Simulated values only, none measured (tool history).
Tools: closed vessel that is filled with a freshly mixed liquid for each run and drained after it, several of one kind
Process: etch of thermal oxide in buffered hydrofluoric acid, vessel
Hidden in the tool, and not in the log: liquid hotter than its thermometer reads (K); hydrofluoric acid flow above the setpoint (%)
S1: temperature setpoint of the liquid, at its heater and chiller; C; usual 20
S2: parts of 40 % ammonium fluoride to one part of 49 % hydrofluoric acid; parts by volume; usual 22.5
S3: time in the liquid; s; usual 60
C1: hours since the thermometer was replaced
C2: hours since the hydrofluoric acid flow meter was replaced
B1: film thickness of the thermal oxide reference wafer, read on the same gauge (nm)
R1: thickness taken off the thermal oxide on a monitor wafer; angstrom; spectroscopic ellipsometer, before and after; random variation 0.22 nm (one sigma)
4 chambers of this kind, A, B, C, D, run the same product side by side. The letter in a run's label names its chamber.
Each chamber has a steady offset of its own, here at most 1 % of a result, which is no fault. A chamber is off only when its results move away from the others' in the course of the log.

run   hour  S1    S2  S3      C1     C2      B1      R1
       0.5  -- chamber D: thermometer replaced
      12.3  -- chamber B: hydrofluoric acid flow meter replaced
 1A   12.3  20  22.5  60     411  600.5  89.979  271.24
 2B   25.4  20  22.5  60  1229.8   13.2  90.016  264.12
 3D     35  20  22.5  60    34.5  411.3  90.011  271.25
 4C   43.6  20  22.5  60   427.1  732.3  90.011  265.33
 5A   55.6  20  22.5  60   454.3  643.8      90  267.93
 6B   70.3  20  22.5  60  1274.7   58.1      90  265.93
 7C   84.8  20  22.5  60   468.3  773.5  90.009  264.74
 8D   97.1  20  27.5  60    96.6  473.4  90.003  234.31
 9C  104.3  20  27.5  60   487.8    793  89.977  230.62
10D  116.4  20  27.5  60   115.9  492.7  89.987  232.46
11A  127.3  20  27.5  60     526  715.5  89.995  239.35
12B  134.4  20  22.5  60  1338.8  122.2  89.978  268.58
13A  145.9  20  22.5  60   544.6  734.1  89.997  268.75
14D    155  20  22.5  60   154.5  531.3  89.999  272.71
15C    167  20  22.5  60   550.5  855.7  90.006  265.75
16B  174.9  20  22.5  60  1379.3  162.7   90.01  267.64
17D  181.8  20  22.5  60   181.3  558.1  89.993  270.09
18B  193.1  20  22.5  60  1397.5  180.9  89.979  267.12
19C    207  20  22.5  60   590.5  895.7  89.999  264.02
20A  216.1  20  22.5  60   614.8  804.3  90.001  269.62
21B  230.5  20  22.5  60  1434.9  218.3  89.991  280.17
22A  240.7  20  22.5  60   639.4  828.9  90.007  269.34
23D  251.8  20  22.5  60   251.3  628.1  90.023  269.19
       257  -- chamber C: hydrofluoric acid flow meter replaced
24C  264.5  20  22.5  60     648    7.5  90.014  266.48
25A  278.8  20  22.5  60   677.5    867  90.006  271.94
26B    292  20  22.5  60  1496.4  279.8  90.009  282.91
27C  306.1  20  22.5  60   689.6   49.1  90.006  263.01
28D  317.7  20  22.5  60   317.2    694  90.003  273.02
29B    327  20  22.5  60  1531.4  314.8   89.99  287.18
30A  339.9  20  22.5  60   738.6  928.1  89.985   270.2
31C  350.7  20  22.5  60   734.2   93.7  90.011  266.25
32D  359.7  20  22.5  60   359.2    736  90.015  268.03

All 4 chambers run these settings next. Forecast each chamber's results:
33A  370.3  20  22.5  60               ?
33B  370.3  20  22.5  60               ?
33C  370.3  20  22.5  60               ?
33D  370.3  20  22.5  60               ?

run      R1
33A  269.51
33B  295.18
33C  270.81
33D  268.53
